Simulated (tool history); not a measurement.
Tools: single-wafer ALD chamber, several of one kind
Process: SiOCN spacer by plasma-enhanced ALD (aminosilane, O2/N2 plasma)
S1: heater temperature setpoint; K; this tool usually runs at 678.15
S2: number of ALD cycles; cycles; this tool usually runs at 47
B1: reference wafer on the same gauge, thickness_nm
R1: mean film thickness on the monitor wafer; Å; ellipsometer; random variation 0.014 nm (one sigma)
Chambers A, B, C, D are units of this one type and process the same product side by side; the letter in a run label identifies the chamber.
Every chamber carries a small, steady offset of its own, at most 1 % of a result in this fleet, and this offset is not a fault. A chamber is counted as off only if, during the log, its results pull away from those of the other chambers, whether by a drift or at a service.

run   hour      S1  S2      B1      R1
 1D    9.4  678.15  47  2.9919  28.221
 2B   22.1  678.15  47  2.9887  28.157
 3C   31.2  678.15  47  2.9928  27.908
 4A   42.5  678.15  47  2.9882  28.105
 5A   53.9  678.15  47  2.9900  28.267
 6B   64.0  678.15  47  2.9927  28.057
 7D   77.7  678.15  47  2.9921  28.114
 8C   86.7  678.15  47  2.9914  27.745
 9C   96.7  678.15  47  2.9924  27.829
10B  105.0  678.15  47  2.9900  28.109
11A  112.3  678.15  47  2.9900  28.152
12D  121.6  678.15  47  2.9945  28.173
13C  133.3  665.15  47  2.9882  28.304
14B  145.1  665.15  47  2.9916  28.545
15D  154.1  665.15  47  2.9879  28.521
16A  163.9  665.15  47  2.9902  28.692
17D  172.3  678.15  40  2.9891  23.903
18B  184.5  678.15  40  2.9932  24.085
19C  192.0  678.15  40  2.9880  23.624
20A  201.3  678.15  40  2.9928  23.950
21A  209.1  678.15  47  2.9958  28.035
22C  219.8  678.15  47  2.9895  28.065
23B  231.9  678.15  41  2.9930  24.573
24D  239.9  678.15  41  2.9899  24.635
25D  253.6  678.15  41  2.9923  24.546
26B  265.4  678.15  41  2.9857  24.554
27C  279.5  678.15  47  2.9896  27.918
28A  286.7  678.15  47  2.9898  28.324
29B  293.3  678.15  47  2.9906  27.881
30D  301.7  678.15  47  2.9900  28.173
31A  311.8  678.15  47  2.9859  28.057
32C  325.5  678.15  47  2.9934  27.823
33C  336.1  678.15  47  2.9925  27.951
34D  343.5  678.15  47  2.9941  28.246
35B  354.5  678.15  47  2.9920  27.936
36A  365.6  678.15  47  2.9875  28.254
37D  378.1  678.15  47  2.9914  28.062

What goes on in this fleet: one chamber off, a drifting gauge, or nothing beyond the chambers' own small offsets? Name the chamber and the cause, if any.

The fleet is healthy, with each chamber sitting at its usual small offset and no drift in the gauge.

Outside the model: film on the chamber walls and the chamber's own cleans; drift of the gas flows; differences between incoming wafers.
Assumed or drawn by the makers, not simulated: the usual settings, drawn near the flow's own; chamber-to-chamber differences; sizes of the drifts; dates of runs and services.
